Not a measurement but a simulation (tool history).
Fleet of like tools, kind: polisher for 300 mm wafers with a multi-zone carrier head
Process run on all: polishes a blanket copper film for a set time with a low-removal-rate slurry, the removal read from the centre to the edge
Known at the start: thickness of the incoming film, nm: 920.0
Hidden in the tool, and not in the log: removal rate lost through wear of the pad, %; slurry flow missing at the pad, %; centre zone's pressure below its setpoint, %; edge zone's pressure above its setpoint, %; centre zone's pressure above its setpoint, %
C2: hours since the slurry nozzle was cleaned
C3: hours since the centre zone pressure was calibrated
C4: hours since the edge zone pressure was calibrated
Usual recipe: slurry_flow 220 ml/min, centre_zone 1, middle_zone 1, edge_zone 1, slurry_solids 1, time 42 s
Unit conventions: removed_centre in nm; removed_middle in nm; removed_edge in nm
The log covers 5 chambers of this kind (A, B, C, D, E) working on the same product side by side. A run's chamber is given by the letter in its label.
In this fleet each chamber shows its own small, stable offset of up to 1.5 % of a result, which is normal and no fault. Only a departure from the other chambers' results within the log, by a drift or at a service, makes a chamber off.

At hour 1.5: chamber C: worn pad replaced by a new one.
Run 1D, hour 3.8: usual settings; wafers polished on this pad 599; C2 31.9; C3 285.8; C4 593.9. Result: removed_centre 93.497 nm, removed_middle 92.686 nm, removed_edge 91.744 nm.
Run 2B, hour 10.5: usual settings; wafers polished on this pad 383; C2 141.4; C3 361; C4 1029.7. Result: removed_centre 93.784 nm, removed_middle 90.57 nm, removed_edge 92.723 nm.
Run 3E, hour 19: usual settings; wafers polished on this pad 360; C2 214.6; C3 402.5; C4 67. Result: removed_centre 92.974 nm, removed_middle 91.431 nm, removed_edge 91.679 nm.
At hour 20.6: chamber B: worn pad replaced by a new one.
Run 4C, hour 22.8: usual settings; wafers polished on this pad 185; C2 400; C3 370.2; C4 448.6. Result: removed_centre 90.727 nm, removed_middle 92.982 nm, removed_edge 90.267 nm.
Run 5A, hour 27.7: usual settings but middle_zone 1.09, edge_zone 1.07; wafers polished on this pad 747; C2 803.4; C3 281.9; C4 328.9. Result: removed_centre 91.727 nm, removed_middle 101.23 nm, removed_edge 94.001 nm.
Run 6E, hour 32.7: usual settings but middle_zone 1.09, edge_zone 1.07; wafers polished on this pad 479; C2 228.3; C3 416.2; C4 80.7. Result: removed_centre 92.407 nm, removed_middle 100.15 nm, removed_edge 95.307 nm.
At hour 36: chamber B: edge zone pressure recalibrated.
Run 7C, hour 38.3: usual settings but middle_zone 1.09, edge_zone 1.07; wafers polished on this pad 319; C2 415.5; C3 385.7; C4 464.1. Result: removed_centre 90.938 nm, removed_middle 101.37 nm, removed_edge 95.226 nm.
Run 8A, hour 42.9: usual settings but middle_zone 1.09, edge_zone 1.07; wafers polished on this pad 879; C2 818.6; C3 297.1; C4 344.1. Result: removed_centre 94.269 nm, removed_middle 100.25 nm, removed_edge 94.052 nm.
Run 9D, hour 49.6: usual settings but middle_zone 1.09, edge_zone 1.07; wafers polished on this pad 997; C2 77.7; C3 331.6; C4 639.7. Result: removed_centre 93.893 nm, removed_middle 100.26 nm, removed_edge 98.076 nm.
Run 10B, hour 55.2: usual settings; wafers polished on this pad 301; C2 186.1; C3 405.7; C4 19.2. Result: removed_centre 92.796 nm, removed_middle 92.627 nm, removed_edge 93.54 nm.
Run 11D, hour 61.2: usual settings; wafers polished on this pad 1097; C2 89.3; C3 343.2; C4 651.3. Result: removed_centre 92.057 nm, removed_middle 92.884 nm, removed_edge 94.937 nm.
At hour 64.9: chamber D: worn pad replaced by a new one.
Run 12E, hour 66.4: usual settings but centre_zone 0.93, time 29 s; wafers polished on this pad 772; C2 262; C3 449.9; C4 114.4. Result: removed_centre 58.994 nm, removed_middle 62.649 nm, removed_edge 62.496 nm.
Run 13C, hour 73.9: usual settings but centre_zone 0.93, time 29 s; wafers polished on this pad 629; C2 451.1; C3 421.3; C4 499.7. Result: removed_centre 57.564 nm, removed_middle 63.643 nm, removed_edge 63.321 nm.
At hour 74.1: chamber D: centre zone pressure recalibrated.
Run 14A, hour 81: usual settings but centre_zone 0.93, time 29 s; wafers polished on this pad 1210; C2 856.7; C3 335.2; C4 382.2. Result: removed_centre 58.371 nm, removed_middle 63.322 nm, removed_edge 63.84 nm.
At hour 81.4: chamber C: worn pad replaced by a new one.
Run 15B, hour 89.4: usual settings but centre_zone 0.93, time 29 s; wafers polished on this pad 598; C2 220.3; C3 439.9; C4 53.4. Result: removed_centre 60.01 nm, removed_middle 63.719 nm, removed_edge 64.433 nm.
At hour 90.3: chamber B: worn pad replaced by a new one.
Run 16D, hour 95.7: usual settings but centre_zone 0.93, time 29 s; wafers polished on this pad 268; C2 123.8; C3 21.7; C4 685.8. Result: removed_centre 59.081 nm, removed_middle 64.107 nm, removed_edge 65.276 nm.
At hour 96.5: chamber A: worn pad replaced by a new one.
Run 17B, hour 103.1: usual settings but centre_zone 1.11, slurry_solids 0.75; wafers polished on this pad 111; C2 234; C3 453.6; C4 67.1. Result: removed_centre 96.49 nm, removed_middle 85.631 nm, removed_edge 86.544 nm.
Run 18A, hour 110.3: usual settings but centre_zone 1.11, slurry_solids 0.75; wafers polished on this pad 119; C2 886; C3 364.5; C4 411.5. Result: removed_centre 98.582 nm, removed_middle 86.832 nm, removed_edge 85.786 nm.
Run 19E, hour 117.9: usual settings but centre_zone 1.11, slurry_solids 0.75; wafers polished on this pad 1219; C2 313.5; C3 501.4; C4 165.9. Result: removed_centre 92.83 nm, removed_middle 83.721 nm, removed_edge 82.655 nm.
Run 20C, hour 125.7: usual settings but centre_zone 1.11, slurry_solids 0.75; wafers polished on this pad 385; C2 502.9; C3 473.1; C4 551.5. Result: removed_centre 96.624 nm, removed_middle 85.916 nm, removed_edge 87.248 nm.
Run 21C, hour 133.3: usual settings but centre_zone 1.11, slurry_solids 0.75; wafers polished on this pad 451; C2 510.5; C3 480.7; C4 559.1. Result: removed_centre 95.541 nm, removed_middle 88.164 nm, removed_edge 86.906 nm.
Run 22D, hour 137.6: usual settings; wafers polished on this pad 632; C2 165.7; C3 63.6; C4 727.7. Result: removed_centre 93.546 nm, removed_middle 93.577 nm, removed_edge 93.186 nm.
At hour 139.9: chamber A: slurry nozzle cleaned.
At hour 140.8: chamber C: slurry nozzle cleaned.
Run 23B, hour 145.6: usual settings; wafers polished on this pad 480; C2 276.5; C3 496.1; C4 109.6. Result: removed_centre 91.051 nm, removed_middle 91.467 nm, removed_edge 91.262 nm.
At hour 150.1: chamber C: worn pad replaced by a new one.
Run 24E, hour 152.8: usual settings; wafers polished on this pad 1523; C2 348.4; C3 536.3; C4 200.8. Result: removed_centre 85.957 nm, removed_middle 86.68 nm, removed_edge 87.928 nm.
At hour 154.2: chamber B: worn pad replaced by a new one.
Run 25A, hour 158.4: usual settings; wafers polished on this pad 537; C2 18.5; C3 412.6; C4 459.6. Result: removed_centre 92.912 nm, removed_middle 93.659 nm, removed_edge 92.364 nm.
Run 26B, hour 163: usual settings; wafers polished on this pad 77; C2 293.9; C3 513.5; C4 127. Result: removed_centre 93.487 nm, removed_middle 92.358 nm, removed_edge 91.268 nm.
Run 27A, hour 167.6: usual settings; wafers polished on this pad 617; C2 27.7; C3 421.8; C4 468.8. Result: removed_centre 91.313 nm, removed_middle 91.526 nm, removed_edge 91.769 nm.
Run 28C, hour 172.9: usual settings but slurry_flow 160 ml/min, edge_zone 0.92; wafers polished on this pad 198; C2 32.2; C3 520.3; C4 598.7. Result: removed_centre 85.326 nm, removed_middle 89.57 nm, removed_edge 85.548 nm.
Run 29E, hour 180.8: usual settings but slurry_flow 160 ml/min, edge_zone 0.92; wafers polished on this pad 1766; C2 376.4; C3 564.3; C4 228.8. Result: removed_centre 80.139 nm, removed_middle 80.868 nm, removed_edge 79.086 nm.
Run 30D, hour 188: usual settings but slurry_flow 160 ml/min, edge_zone 0.92; wafers polished on this pad 1069; C2 216.1; C3 114; C4 778.1. Result: removed_centre 85.628 nm, removed_middle 87.887 nm, removed_edge 84.875 nm.
Run 31C, hour 196.6: usual settings but slurry_flow 160 ml/min, edge_zone 0.92; wafers polished on this pad 404; C2 55.9; C3 544; C4 622.4. Result: removed_centre 85.314 nm, removed_middle 88.238 nm, removed_edge 84.035 nm.
Run 32A, hour 201.9: usual settings but slurry_flow 160 ml/min, edge_zone 0.92; wafers polished on this pad 915; C2 62; C3 456.1; C4 503.1. Result: removed_centre 86.904 nm, removed_middle 88.569 nm, removed_edge 83.542 nm.
Run 33B, hour 207.7: usual settings; wafers polished on this pad 465; C2 338.6; C3 558.2; C4 171.7. Result: removed_centre 92.006 nm, removed_middle 91.948 nm, removed_edge 91.835 nm.
Run 34E, hour 212.4: usual settings; wafers polished on this pad 2040; C2 408; C3 595.9; C4 260.4. Result: removed_centre 83.632 nm, removed_middle 83.604 nm, removed_edge 84.925 nm.

Is one chamber off against the others, does the gauge drift, or is nothing wrong? If a chamber is off, say which, and what the likeliest cause is.

It is chamber E that slowly wanders off from its peers.
Likeliest cause: removal rate lost through wear of the pad, % = 9.53.
From this log alone, it may not be told apart from: slurry flow missing at the pad, %.

Which of the 4 candidates below, each the usual settings with something changed and its results left as question marks, puts chamber E back in line with what the other chambers give on the usual settings?
A result is in line if it is within this distance of the other chambers' mean on the usual settings: removed_centre 3.7 nm; removed_middle 2 nm; removed_edge 4.2 nm
Run 35E-1, hour 218.6: usual settings but time 44 s. Result: removed_centre ?, removed_middle ?, removed_edge ?.
Run 35E-2, hour 218.6: usual settings but time 38 s. Result: removed_centre ?, removed_middle ?, removed_edge ?.
Run 35E-3, hour 218.6: usual settings but time 46 s. Result: removed_centre ?, removed_middle ?, removed_edge ?.
Run 35E-4, hour 218.6: usual settings but time 40 s. Result: removed_centre ?, removed_middle ?, removed_edge ?.

On the usual settings, the other chambers give on average: removed_centre 91.968 nm; removed_middle 92.45 nm; removed_edge 91.98 nm
  run  removed_centre  removed_middle  removed_edge
35E-1          87.754          87.693        87.638
35E-2          75.788          75.735        75.687
35E-3          91.743           91.68        91.622
35E-4          79.777          79.721        79.671
35E-3 is the one that brings the chamber's results back in line with the other chambers.
